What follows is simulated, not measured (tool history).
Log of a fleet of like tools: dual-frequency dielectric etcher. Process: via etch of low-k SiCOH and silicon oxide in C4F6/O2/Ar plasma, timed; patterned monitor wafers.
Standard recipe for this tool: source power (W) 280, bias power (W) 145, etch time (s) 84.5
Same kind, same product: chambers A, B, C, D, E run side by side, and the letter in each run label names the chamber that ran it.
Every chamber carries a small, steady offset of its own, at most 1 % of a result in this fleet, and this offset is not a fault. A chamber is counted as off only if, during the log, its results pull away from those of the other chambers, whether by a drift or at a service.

run     day  source power (W)  bias power (W)  etch time (s)  read-back reference wafer on the same gauge, depth_nm  mean etch depth across the wafer (nm)
 1C   0.308               280             145           84.5                                                 217.87                                 189.54
 2D   0.571               280             145           84.5                                                 217.99                                 192.89
      0.738  -- chamber E: bias power generator calibrated
 3A   0.829               280             145           84.5                                                 217.85                                 192.85
 4E   1.067               280             145           84.5                                                 217.98                                 192.34
 5B   1.592               280             145           84.5                                                 218.12                                 191.81
 6B   1.954               280             145           84.5                                                 218.04                                 192.68
 7E     2.2               280             145           84.5                                                 218.38                                  192.2
 8C   2.583               280             145           84.5                                                 218.04                                 190.76
 9D    2.85               280             145           84.5                                                 217.85                                 191.92
10A   3.292               280             145            100                                                 218.01                                 224.52
11B   3.688               280             145            100                                                 218.06                                  227.8
12C   4.162               280             145            100                                                 217.86                                 225.61
      4.338  -- chamber D: wet clean of the chamber
13E   4.575               280             145            100                                                 217.94                                 226.14
14A   4.996               280             145            100                                                  218.2                                 226.18
15D     5.4               280             145           84.5                                                 217.98                                 193.58
16E    5.65               340             179           84.5                                                 218.11                                 222.43
17B   6.108               340             179           84.5                                                 218.12                                 224.03
18A   6.525               340             179           84.5                                                  217.9                                 218.68
19D   6.971               340             179           84.5                                                 218.13                                 222.63
20C   7.383               340             179           84.5                                                    218                                 218.89
21B   7.871               280             145           84.5                                                 218.25                                 190.54
      7.946  -- chamber A: wet clean of the chamber
22A   8.317               220             145           84.5                                                 217.72                                 175.08
23E   8.612               220             145           84.5                                                 217.95                                 174.71
24D   8.896               220             145           84.5                                                 218.03                                 176.67
25C   9.275               220             145           84.5                                                 217.84                                 172.89
26D   9.521               220             145           84.5                                                 218.03                                 176.43
27E   9.958               280             145           84.5                                                 218.13                                 193.05
28A  10.258               280             145           84.5                                                  217.9                                  190.2
29C  10.496               280             145           84.5                                                 218.13                                 190.21
30B  10.846               280             145           84.5                                                 218.04                                 192.33
31D  11.358               280             145           84.5                                                 217.88                                 192.38
32C  11.742               280             145           84.5                                                 217.92                                 189.68
33A  12.008               280             145           84.5                                                 217.95                                 191.18
34B   12.35               280             145           84.5                                                  218.1                                 192.16
35E  12.688               280             145           84.5                                                 217.95                                 191.38
36E  13.196               280             145           84.5                                                 217.93                                 192.55
37A  13.479               280             145           84.5                                                 217.82                                 191.27

Is one chamber off against the others, does the gauge drift, or is nothing wrong? If a chamber is off, say which, and what the likeliest cause is.

Neither any chamber nor the gauge drifts; the chambers differ only by their own small, steady offsets.
